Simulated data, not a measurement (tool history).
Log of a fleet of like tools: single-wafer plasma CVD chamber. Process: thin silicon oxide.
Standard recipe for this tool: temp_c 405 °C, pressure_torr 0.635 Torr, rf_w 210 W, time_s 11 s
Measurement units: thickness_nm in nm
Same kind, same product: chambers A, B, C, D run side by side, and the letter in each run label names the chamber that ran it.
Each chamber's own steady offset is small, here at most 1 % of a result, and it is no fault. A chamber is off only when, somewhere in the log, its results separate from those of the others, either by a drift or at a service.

run   hour  temp_c  pressure_torr  rf_w  time_s  hours since the last thermocouple change  hours since the last RF generator calibration  hours since the last manometer calibration  read-back reference wafer on the same gauge, thickness_nm  thickness_nm
 1D   12.1     405          0.635   210      11                                    2499.1                                          855.1                                       541.9                                                     15.489        13.459
 2B   19.8     405          0.635   210      11                                    1972.8                                          824.4                                       551.4                                                     15.492        13.587
      25.5  -- chamber A: thermocouple changed; heater temperature recalibrated
      27.2  -- chamber D: thermocouple changed; heater temperature recalibrated
 3C   27.3     405          0.635   210      11                                    1253.5                                         1156.5                                      2205.8                                                     15.485        13.475
 4A   36.3     405          0.635   210      11                                      10.8                                           1919                                      1085.8                                                      15.48        13.496
 5A   42.1     405          0.635   210      11                                      16.6                                         1924.8                                      1091.6                                                     15.477        13.515
 6B   50.1     405          0.635   210      11                                    2003.1                                          854.7                                       581.7                                                     15.478        13.563
 7C   58.7     405          0.635   210      11                                    1284.9                                         1187.9                                      2237.2                                                     15.472        13.517
      63.3  -- chamber B: RF generator calibrated
 8D   67.9     405          0.635   210      11                                      40.8                                          910.9                                       597.7                                                     15.471        13.458
 9B   73.7     405          0.635   210      11                                    2026.7                                           10.4                                       605.3                                                     15.469        13.598
10D   79.5     405          0.635   210      11                                      52.4                                          922.5                                       609.3                                                     15.463        13.476
      83.3  -- chamber D: RF generator calibrated
11C   90.7     405          0.635   210      11                                    1316.9                                         1219.9                                      2269.2                                                      15.46        13.499
12A    100     405          0.635   210      11                                      74.5                                         1982.7                                      1149.5                                                     15.453        13.451
13B  107.2     419          0.635   210      11                                    2060.2                                           43.9                                       638.8                                                     15.449        13.466
14D  115.4     419          0.635   210      11                                      88.3                                           32.1                                       645.2                                                     15.447        13.345
15C    124     419          0.635   210      11                                    1350.2                                         1253.2                                      2302.5                                                     15.441        13.346
16A  134.8     419          0.635   210      11                                     109.3                                         2017.5                                      1184.3                                                     15.436          13.3
17B  140.3     405          0.635   210      11                                    2093.3                                             77                                       671.9                                                     15.437        13.535
18C  148.9     405          0.635   210      11                                    1375.1                                         1278.1                                      2327.4                                                     15.431         13.44
19D  157.7     405          0.635   210      11                                     130.6                                           74.4                                       687.5                                                     15.423        13.436
20A  163.3     405          0.635   210      11                                     137.8                                           2046                                      1212.8                                                     15.427        13.472
21D    171     405          0.635   210      11                                     143.9                                           87.7                                       700.8                                                     15.418        13.447
22A  180.7     405          0.635   210      11                                     155.2                                         2063.4                                      1230.2                                                      15.42        13.455
23C  186.6     405          0.635   210      11                                    1412.8                                         1315.8                                      2365.1                                                     15.414         13.47
24B  194.4     405          0.635   210      11                                    2147.4                                          131.1                                         726                                                     15.411        13.511
25A  202.6     405          0.635   210      11                                     177.1                                         2085.3                                      1252.1                                                     15.407        13.428
26C  213.5     405          0.635   210      11                                    1439.7                                         1342.7                                        2392                                                     15.406        13.425

Is one chamber out of step, is the gauge drifting, or do the chambers differ by no more than their own small offsets? For an off chamber, give its letter and the likeliest cause.

The shared gauge is drifting. All chambers look as if they move in step, but none is off.
Cause: gauge reads low (%) = 0.655.

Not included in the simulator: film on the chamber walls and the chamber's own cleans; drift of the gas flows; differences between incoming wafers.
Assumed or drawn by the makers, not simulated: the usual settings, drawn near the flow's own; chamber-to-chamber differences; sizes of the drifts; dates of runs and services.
